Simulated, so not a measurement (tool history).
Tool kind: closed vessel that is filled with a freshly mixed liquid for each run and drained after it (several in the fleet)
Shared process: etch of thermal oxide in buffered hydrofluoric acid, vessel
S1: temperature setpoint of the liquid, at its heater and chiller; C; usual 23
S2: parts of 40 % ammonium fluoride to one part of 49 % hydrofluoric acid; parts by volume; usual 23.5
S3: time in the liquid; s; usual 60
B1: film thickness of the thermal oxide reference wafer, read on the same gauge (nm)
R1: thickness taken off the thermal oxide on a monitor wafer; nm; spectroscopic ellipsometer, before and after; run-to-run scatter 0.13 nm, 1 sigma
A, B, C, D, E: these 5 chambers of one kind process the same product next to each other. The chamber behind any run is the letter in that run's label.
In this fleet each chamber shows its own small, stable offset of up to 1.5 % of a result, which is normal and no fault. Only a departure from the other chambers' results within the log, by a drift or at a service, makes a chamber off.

run	hour	S1	S2	S3	B1	R1
1D	3.6	23	23.5	60	80.007	29.312
2E	7.7	23	23.5	60	80	29.069
3B	10.9	23	23.5	60	79.992	29.262
4A	14.3	23	23.5	60	80.037	28.858
5C	21.1	23	23.5	60	79.963	29.377
6E	24.8	23	23.5	60	80.009	29.2
7D	30.1	23	23.5	60	79.999	29.377
8B	33.6	23	23.5	60	80.013	29.371
9C	37.8	23	23.5	60	79.996	29.138
10A	42.3	23	23.5	60	80.03	29.078
11E	47.2	23	23.5	60	80.022	29.053
12A	50.4	23	23.5	60	79.995	29.07
13D	54.9	21	30	60	79.983	22.263
14C	61.5	21	30	60	79.993	21.973
15B	66.8	21	30	60	80.01	22.099
16B	70.2	21	30	60	80.001	22.136
# hour 73.3: chamber E: hydrofluoric acid flow meter replaced
17E	74.4	21	30	60	79.985	22.087
18C	78.2	23	23.5	60	79.988	29.318
19A	83	23	23.5	60	80.018	29.031
20D	86.4	23	23.5	85	79.983	41.897
21D	93.3	23	23.5	85	79.967	41.407
22A	97.8	23	23.5	85	80.022	40.332
23C	102.7	23	23.5	85	79.98	41.201
24E	106.4	23	23.5	85	79.999	41.242
25B	109.6	23	23.5	60	80.011	29.463
26A	115.5	23	23.5	60	79.976	28.564
27C	120.8	27	23.5	60	79.999	36.368
28D	126.5	27	23.5	60	79.997	36.39
29E	131.4	27	23.5	60	80.009	36.469
30B	136.4	27	23.5	60	79.99	36.876
31E	140.9	27	23.5	60	80.016	36.453
32C	146.5	23	23.5	60	79.995	29.309
33B	150.4	23	16.5	80	79.981	53.626
34D	155.1	23	16.5	80	80.014	53.351
35A	161.9	23	16.5	80	80.006	49.834
36E	165.5	23	16.5	80	80.006	52.104
# hour 168: chamber C: thermometer replaced
37B	168.9	23	16.5	80	79.985	53.582
# hour 173: chamber A: thermometer replaced
38C	173.8	23	29	45	80.01	18.999
39A	180.4	23	29	45	80.002	18.142
40D	185.4	23	29	45	80.007	19.004
41E	191.7	23	29	45	80.03	18.878
42D	197.8	23	29	45	79.995	19.09
43B	204.3	23	23.5	60	79.986	29.302

Does one chamber stand apart from the rest, does the shared gauge drift, or is all well apart from small per-chamber offsets? Give the chamber and the most likely cause, where there is one.

Chamber A drifts away from the others.
Cause: hydrofluoric acid flow below the setpoint (%) = 5.73.

Which of the 4 candidates below, each the usual settings with something changed and its results left as question marks, puts chamber A back in line with what the other chambers give on the usual settings?
In-line tolerance around the mean of the other chambers on the usual settings: R1 0.44 nm
44A-1	209.3	23	22	60		?
44A-2	209.3	23	23	65		?
44A-3	209.3	23	25.5	60		?
44A-4	209.3	23	23.5	55		?

What the other chambers average on the usual settings: R1 29.317 nm
run	R1
44A-1	29.223
44A-2	30.718
44A-3	26.436
44A-4	25.616
Change 44A-1 lands the chamber within the allowed miss of the other chambers.
